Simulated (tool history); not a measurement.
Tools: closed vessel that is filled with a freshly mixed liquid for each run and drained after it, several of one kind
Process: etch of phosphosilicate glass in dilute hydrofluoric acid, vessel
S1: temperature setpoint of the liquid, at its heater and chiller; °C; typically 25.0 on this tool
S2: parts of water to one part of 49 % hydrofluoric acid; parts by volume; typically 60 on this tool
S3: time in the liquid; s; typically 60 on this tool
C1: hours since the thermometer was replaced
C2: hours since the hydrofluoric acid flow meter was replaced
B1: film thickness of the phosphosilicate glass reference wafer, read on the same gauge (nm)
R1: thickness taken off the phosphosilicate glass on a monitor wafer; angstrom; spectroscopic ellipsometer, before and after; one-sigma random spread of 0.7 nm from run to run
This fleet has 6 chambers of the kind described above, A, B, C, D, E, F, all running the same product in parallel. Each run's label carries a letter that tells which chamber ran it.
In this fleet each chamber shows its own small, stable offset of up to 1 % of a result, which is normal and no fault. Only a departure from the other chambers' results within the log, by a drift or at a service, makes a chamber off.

| run | hour | S1 | S2 | S3 | C1 | C2 | B1 | R1 |
|---|---|---|---|---|---|---|---|---|
| 1D | 5.3 | 25.0 | 60 | 60 | 296.8 | 473.1 | 120.02 | 739.42 |
| 2E | 10.0 | 25.0 | 60 | 60 | 1503.7 | 1139.5 | 120.03 | 746.11 |
| 3C | 14.3 | 25.0 | 60 | 60 | 433.9 | 363.0 | 120.01 | 743.19 |
| 4F | 19.8 | 25.0 | 60 | 60 | 706.3 | 89.3 | 120.01 | 747.09 |
| 5A | 22.8 | 25.0 | 60 | 60 | 857.6 | 586.6 | 120.01 | 742.78 |
| 6B | 27.7 | 25.0 | 60 | 60 | 1753.7 | 1281.5 | 120.05 | 751.45 |
| 7C | 33.0 | 20.5 | 60 | 60 | 452.6 | 381.7 | 120.03 | 620.65 |
| 8F | 38.8 | 20.5 | 60 | 60 | 725.3 | 108.3 | 120.00 | 629.09 |
| 9A | 44.8 | 20.5 | 60 | 60 | 879.6 | 608.6 | 120.00 | 618.72 |
| 10D | 50.4 | 20.5 | 60 | 60 | 341.9 | 518.2 | 119.96 | 619.51 |
| 11B | 54.4 | 20.5 | 60 | 60 | 1780.4 | 1308.2 | 119.97 | 626.45 |
| 12E | 60.0 | 20.5 | 60 | 60 | 1553.7 | 1189.5 | 120.05 | 606.55 |
| 13D | 65.7 | 25.0 | 60 | 60 | 357.2 | 533.5 | 119.98 | 747.21 |
| 14C | 69.7 | 25.0 | 60 | 60 | 489.3 | 418.4 | 120.01 | 725.40 |
| 15A | 72.6 | 25.0 | 50 | 60 | 907.4 | 636.4 | 120.04 | 902.62 |
| 16F | 78.6 | 25.0 | 50 | 60 | 765.1 | 148.1 | 119.99 | 897.26 |
| 17B | 81.9 | 25.0 | 50 | 60 | 1807.9 | 1335.7 | 120.03 | 894.99 |
| 18E | 85.4 | 25.0 | 50 | 60 | 1579.1 | 1214.9 | 120.02 | 899.07 |
| 19A | 89.7 | 25.0 | 50 | 60 | 924.5 | 653.5 | 119.96 | 907.70 |
| 20B | 92.8 | 25.0 | 50 | 60 | 1818.8 | 1346.6 | 120.02 | 892.23 |
| 21C | 98.2 | 25.0 | 60 | 60 | 517.8 | 446.9 | 119.98 | 740.58 |
| 22D | 103.6 | 25.0 | 60 | 60 | 395.1 | 571.4 | 120.05 | 727.09 |
| 23F | 108.5 | 25.0 | 60 | 60 | 795.0 | 178.0 | 119.98 | 746.87 |
|  | 113.0 | chamber A: thermometer replaced |
| 24E | 114.2 | 25.0 | 60 | 60 | 1607.9 | 1243.7 | 120.02 | 738.16 |
| 25A | 116.9 | 25.0 | 60 | 60 | 3.9 | 680.7 | 120.03 | 741.64 |
| 26C | 122.9 | 25.0 | 60 | 60 | 542.5 | 471.6 | 119.98 | 748.89 |
| 27F | 127.4 | 25.0 | 60 | 60 | 813.9 | 196.9 | 119.98 | 742.81 |
| 28E | 130.4 | 25.0 | 60 | 60 | 1624.1 | 1259.9 | 120.00 | 731.36 |
| 29B | 134.8 | 25.0 | 60 | 60 | 1860.8 | 1388.6 | 120.01 | 755.14 |
| 30D | 138.6 | 25.0 | 60 | 60 | 430.1 | 606.4 | 119.98 | 742.59 |
| 31A | 144.6 | 25.0 | 60 | 60 | 31.6 | 708.4 | 120.02 | 722.17 |
| 32F | 149.7 | 22.5 | 60 | 60 | 836.2 | 219.2 | 119.94 | 669.62 |
| 33C | 155.4 | 22.5 | 60 | 60 | 575.0 | 504.1 | 120.01 | 654.77 |
|  | 157.9 | chamber E: hydrofluoric acid flow meter replaced |
| 34E | 160.6 | 22.5 | 60 | 60 | 1654.3 | 2.8 | 120.02 | 658.48 |
| 35B | 165.9 | 22.5 | 60 | 60 | 1891.9 | 1419.7 | 120.02 | 678.65 |
| 36D | 169.7 | 22.5 | 60 | 60 | 461.2 | 637.5 | 119.99 | 672.10 |

Next, every chamber runs the same settings. What will each give?
| 37A | 174.2 | 25.0 | 45 | 60 |  |  |  | ? |
| 37B | 174.2 | 25.0 | 45 | 60 |  |  |  | ? |
| 37C | 174.2 | 25.0 | 45 | 60 |  |  |  | ? |
| 37D | 174.2 | 25.0 | 45 | 60 |  |  |  | ? |
| 37E | 174.2 | 25.0 | 45 | 60 |  |  |  | ? |
| 37F | 174.2 | 25.0 | 45 | 60 |  |  |  | ? |

| run | R1 |
|---|---|
| 37A | 1002.00 |
| 37B | 997.87 |
| 37C | 987.07 |
| 37D | 989.69 |
| 37E | 1000.50 |
| 37F | 994.15 |
